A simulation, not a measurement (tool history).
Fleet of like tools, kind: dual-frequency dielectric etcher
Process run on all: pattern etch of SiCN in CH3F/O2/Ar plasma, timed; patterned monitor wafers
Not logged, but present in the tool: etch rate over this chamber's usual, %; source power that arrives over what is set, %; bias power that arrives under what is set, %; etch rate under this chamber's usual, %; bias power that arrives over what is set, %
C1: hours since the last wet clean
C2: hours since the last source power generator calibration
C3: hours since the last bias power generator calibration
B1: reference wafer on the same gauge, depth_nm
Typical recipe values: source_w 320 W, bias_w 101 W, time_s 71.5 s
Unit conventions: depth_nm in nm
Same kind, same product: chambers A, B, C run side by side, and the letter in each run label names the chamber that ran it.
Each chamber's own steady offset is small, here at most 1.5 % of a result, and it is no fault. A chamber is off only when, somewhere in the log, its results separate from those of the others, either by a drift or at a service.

run 1A hour=5.5 | source_w=320 bias_w=101 time_s=71.5 | C1=80.9 C2=993.6 C3=4679.5 | B1=23.185 | depth_nm=27.643
run 2C hour=14.2 | source_w=320 bias_w=101 time_s=71.5 | C1=22.5 C2=393.4 C3=3481.2 | B1=23.189 | depth_nm=28.178
run 3B hour=23.1 | source_w=320 bias_w=101 time_s=71.5 | C1=189.0 C2=2771.5 C3=884.2 | B1=23.189 | depth_nm=27.850
run 4C hour=31.5 | source_w=320 bias_w=101 time_s=71.5 | C1=39.8 C2=410.7 C3=3498.5 | B1=23.174 | depth_nm=28.120
run 5A hour=40.2 | source_w=320 bias_w=101 time_s=71.5 | C1=115.6 C2=1028.3 C3=4714.2 | B1=23.164 | depth_nm=27.629
run 6B hour=47.4 | source_w=320 bias_w=101 time_s=71.5 | C1=213.3 C2=2795.8 C3=908.5 | B1=23.168 | depth_nm=27.911
run 7B hour=56.5 | source_w=320 bias_w=101 time_s=71.5 | C1=222.4 C2=2804.9 C3=917.6 | B1=23.154 | depth_nm=27.811
run 8A hour=64.0 | source_w=320 bias_w=101 time_s=71.5 | C1=139.4 C2=1052.1 C3=4738.0 | B1=23.146 | depth_nm=27.482
run 9C hour=69.2 | source_w=320 bias_w=101 time_s=71.5 | C1=77.5 C2=448.4 C3=3536.2 | B1=23.156 | depth_nm=28.046
run 10B hour=77.0 | source_w=320 bias_w=101 time_s=71.5 | C1=242.9 C2=2825.4 C3=938.1 | B1=23.132 | depth_nm=27.740
run 11C hour=84.6 | source_w=320 bias_w=101 time_s=71.5 | C1=92.9 C2=463.8 C3=3551.6 | B1=23.123 | depth_nm=28.102
run 12A hour=88.9 | source_w=320 bias_w=101 time_s=71.5 | C1=164.3 C2=1077.0 C3=4762.9 | B1=23.133 | depth_nm=27.485
run 13A hour=95.1 | source_w=320 bias_w=113 time_s=71.5 | C1=170.5 C2=1083.2 C3=4769.1 | B1=23.133 | depth_nm=28.712
run 14C hour=101.9 | source_w=320 bias_w=113 time_s=71.5 | C1=110.2 C2=481.1 C3=3568.9 | B1=23.124 | depth_nm=29.354
run 15B hour=106.8 | source_w=320 bias_w=113 time_s=71.5 | C1=272.7 C2=2855.2 C3=967.9 | B1=23.122 | depth_nm=28.940
run 16B hour=115.5 | source_w=320 bias_w=101 time_s=71.5 | C1=281.4 C2=2863.9 C3=976.6 | B1=23.110 | depth_nm=27.798
run 17A hour=122.5 | source_w=320 bias_w=101 time_s=71.5 | C1=197.9 C2=1110.6 C3=4796.5 | B1=23.099 | depth_nm=27.487
run 18C hour=129.4 | source_w=320 bias_w=120 time_s=86.0 | C1=137.7 C2=508.6 C3=3596.4 | B1=23.094 | depth_nm=35.913
run 19A hour=135.3 | source_w=320 bias_w=120 time_s=86.0 | C1=210.7 C2=1123.4 C3=4809.3 | B1=23.104 | depth_nm=35.309
run 20B hour=140.3 | source_w=320 bias_w=120 time_s=86.0 | C1=306.2 C2=2888.7 C3=1001.4 | B1=23.105 | depth_nm=35.666
run 21C hour=149.4 | source_w=320 bias_w=101 time_s=71.5 | C1=157.7 C2=528.6 C3=3616.4 | B1=23.079 | depth_nm=27.996
run 22B hour=158.2 | source_w=350 bias_w=101 time_s=61.5 | C1=324.1 C2=2906.6 C3=1019.3 | B1=23.067 | depth_nm=24.690
run 23A hour=167.7 | source_w=350 bias_w=101 time_s=61.5 | C1=243.1 C2=1155.8 C3=4841.7 | B1=23.069 | depth_nm=24.394
run 24C hour=176.5 | source_w=350 bias_w=101 time_s=61.5 | C1=184.8 C2=555.7 C3=3643.5 | B1=23.063 | depth_nm=24.931
run 25B hour=182.2 | source_w=320 bias_w=101 time_s=71.5 | C1=348.1 C2=2930.6 C3=1043.3 | B1=23.056 | depth_nm=27.715
run 26C hour=186.9 | source_w=270 bias_w=91 time_s=71.5 | C1=195.2 C2=566.1 C3=3653.9 | B1=23.060 | depth_nm=25.229
run 27A hour=196.1 | source_w=270 bias_w=91 time_s=71.5 | C1=271.5 C2=1184.2 C3=4870.1 | B1=23.043 | depth_nm=24.816

What goes on in this fleet: one chamber off, a drifting gauge, or nothing beyond the chambers' own small offsets? Name the chamber and the cause, if any.

It is the gauge, not a chamber: its drift shows up in every chamber's results at once, and no chamber is off.
What lies behind it: gauge reads low (%) = 0.679.
